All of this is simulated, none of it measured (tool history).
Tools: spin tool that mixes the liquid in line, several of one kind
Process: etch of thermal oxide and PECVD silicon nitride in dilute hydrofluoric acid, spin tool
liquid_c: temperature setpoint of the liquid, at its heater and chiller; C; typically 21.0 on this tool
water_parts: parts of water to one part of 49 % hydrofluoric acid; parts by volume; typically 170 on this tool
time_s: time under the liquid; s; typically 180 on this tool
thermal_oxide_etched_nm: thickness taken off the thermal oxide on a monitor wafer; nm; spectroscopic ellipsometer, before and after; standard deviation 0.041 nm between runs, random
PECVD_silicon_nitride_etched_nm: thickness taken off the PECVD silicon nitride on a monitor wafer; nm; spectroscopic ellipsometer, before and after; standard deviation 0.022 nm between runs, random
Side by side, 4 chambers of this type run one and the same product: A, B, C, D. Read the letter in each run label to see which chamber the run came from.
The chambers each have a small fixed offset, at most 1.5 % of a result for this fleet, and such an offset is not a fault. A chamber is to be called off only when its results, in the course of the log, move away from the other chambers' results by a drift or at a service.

run    day  liquid_c  water_parts  time_s  hours since the thermometer was replaced  hours since the hydrofluoric acid flow meter was replaced  read-back film thickness of the thermal oxide reference wafer, read on the same gauge (nm)  read-back film thickness of the PECVD silicon nitride reference wafer, read on the same gauge (nm)  thermal_oxide_etched_nm  PECVD_silicon_nitride_etched_nm
 1D  0.462      21.0          170     180                                    1043.7                                                      403.4                                                                                      129.99                                                                                              110.00                   4.0474                           2.1974
 2C  0.688      21.0          170     180                                     765.0                                                     1011.3                                                                                      130.00                                                                                              109.99                   4.0741                           2.2333
 3A  1.096      21.0          170     180                                     249.2                                                      420.2                                                                                      130.02                                                                                              110.00                   4.0482                           2.2081
 4B  1.412      21.0          170     180                                     273.1                                                      659.4                                                                                      130.01                                                                                              109.99                   4.1238                           2.1672
 5B  1.875      21.0          170     180                                     284.2                                                      670.5                                                                                      130.00                                                                                              109.98                   4.1733                           2.2008
 6D  2.104      21.0          170     180                                    1083.1                                                      442.8                                                                                      129.98                                                                                              110.02                   4.1196                           2.2066
 7A  2.358      21.0          110     180                                     279.5                                                      450.5                                                                                      130.00                                                                                              110.00                   6.6969                           3.3349
 8C  2.721      21.0          110     180                                     813.8                                                     1060.1                                                                                      130.01                                                                                              110.01                   6.5941                           3.3474
 9B  2.958      21.0          110     180                                     310.2                                                      696.5                                                                                      130.02                                                                                              110.01                   6.6535                           3.3290
10D  3.188      21.0          110     180                                    1109.1                                                      468.8                                                                                      129.98                                                                                              110.00                   6.8053                           3.3168
11A  3.488      21.0          170     180                                     306.6                                                      477.6                                                                                      129.97                                                                                              110.00                   4.1161                           2.2021
12C  3.788      21.0          170     180                                     839.4                                                     1085.7                                                                                      129.98                                                                                              110.01                   4.0338                           2.1936
13B  4.204      21.0          205     180                                     340.1                                                      726.4                                                                                      130.00                                                                                              109.99                   3.2112                           1.8757
14A  4.533      21.0          205     180                                     331.7                                                      502.7                                                                                      130.01                                                                                              109.99                   3.3410                           1.8779
15C  4.833      21.0          205     180                                     864.5                                                     1110.8                                                                                      129.97                                                                                              109.98                   3.2420                           1.8494
16D  5.304      21.0          205     180                                    1159.9                                                      519.6                                                                                      129.98                                                                                              110.00                   3.2618                           1.8306
17D  5.621      18.5          170     105                                    1167.5                                                      527.2                                                                                      130.02                                                                                              110.01                   2.1811                           1.0752
18C  5.992      18.5          170     105                                     892.3                                                     1138.6                                                                                      130.00                                                                                              110.02                   2.1407                           1.0860
     6.204  -- chamber A: hydrofluoric acid flow meter replaced
19A  6.254      18.5          170     105                                     373.0                                                        1.2                                                                                      130.00                                                                                              109.98                   2.2035                           1.1421
20B  6.696      18.5          170     105                                     399.9                                                      786.2                                                                                      130.00                                                                                              110.02                   2.1518                           1.1008
21C  7.029      21.0          170     180                                     917.2                                                     1163.5                                                                                      130.01                                                                                              109.99                   4.0747                           2.2043
22B  7.300      21.0          125     180                                     414.4                                                      800.7                                                                                      130.00                                                                                              109.97                   5.8787                           2.9705
23A  7.767      21.0          125     180                                     409.3                                                       37.5                                                                                      130.03                                                                                              110.01                   6.0332                           3.2439
24D  8.054      21.0          125     180                                    1225.9                                                      585.6                                                                                      130.01                                                                                              110.01                   5.8468                           2.9912
25C  8.400      21.0          125     180                                     950.1                                                     1196.4                                                                                      130.03                                                                                              110.02                   5.7933                           3.0046

All chambers now run identical settings, listed one chamber a line with results as question marks. What results will each chamber show?
26A  8.742      21.0          170     180                                                                                                                                                                                                                                                                                                                             ?                                ?
26B  8.742      21.0          170     180                                                                                                                                                                                                                                                                                                                             ?                                ?
26C  8.742      21.0          170     180                                                                                                                                                                                                                                                                                                                             ?                                ?
26D  8.742      21.0          170     180                                                                                                                                                                                                                                                                                                                             ?                                ?

run  thermal_oxide_etched_nm  PECVD_silicon_nitride_etched_nm
26A                   4.2640                           2.3949
26B                   4.0339                           2.2385
26C                   4.0720                           2.2004
26D                   4.1006                           2.1746

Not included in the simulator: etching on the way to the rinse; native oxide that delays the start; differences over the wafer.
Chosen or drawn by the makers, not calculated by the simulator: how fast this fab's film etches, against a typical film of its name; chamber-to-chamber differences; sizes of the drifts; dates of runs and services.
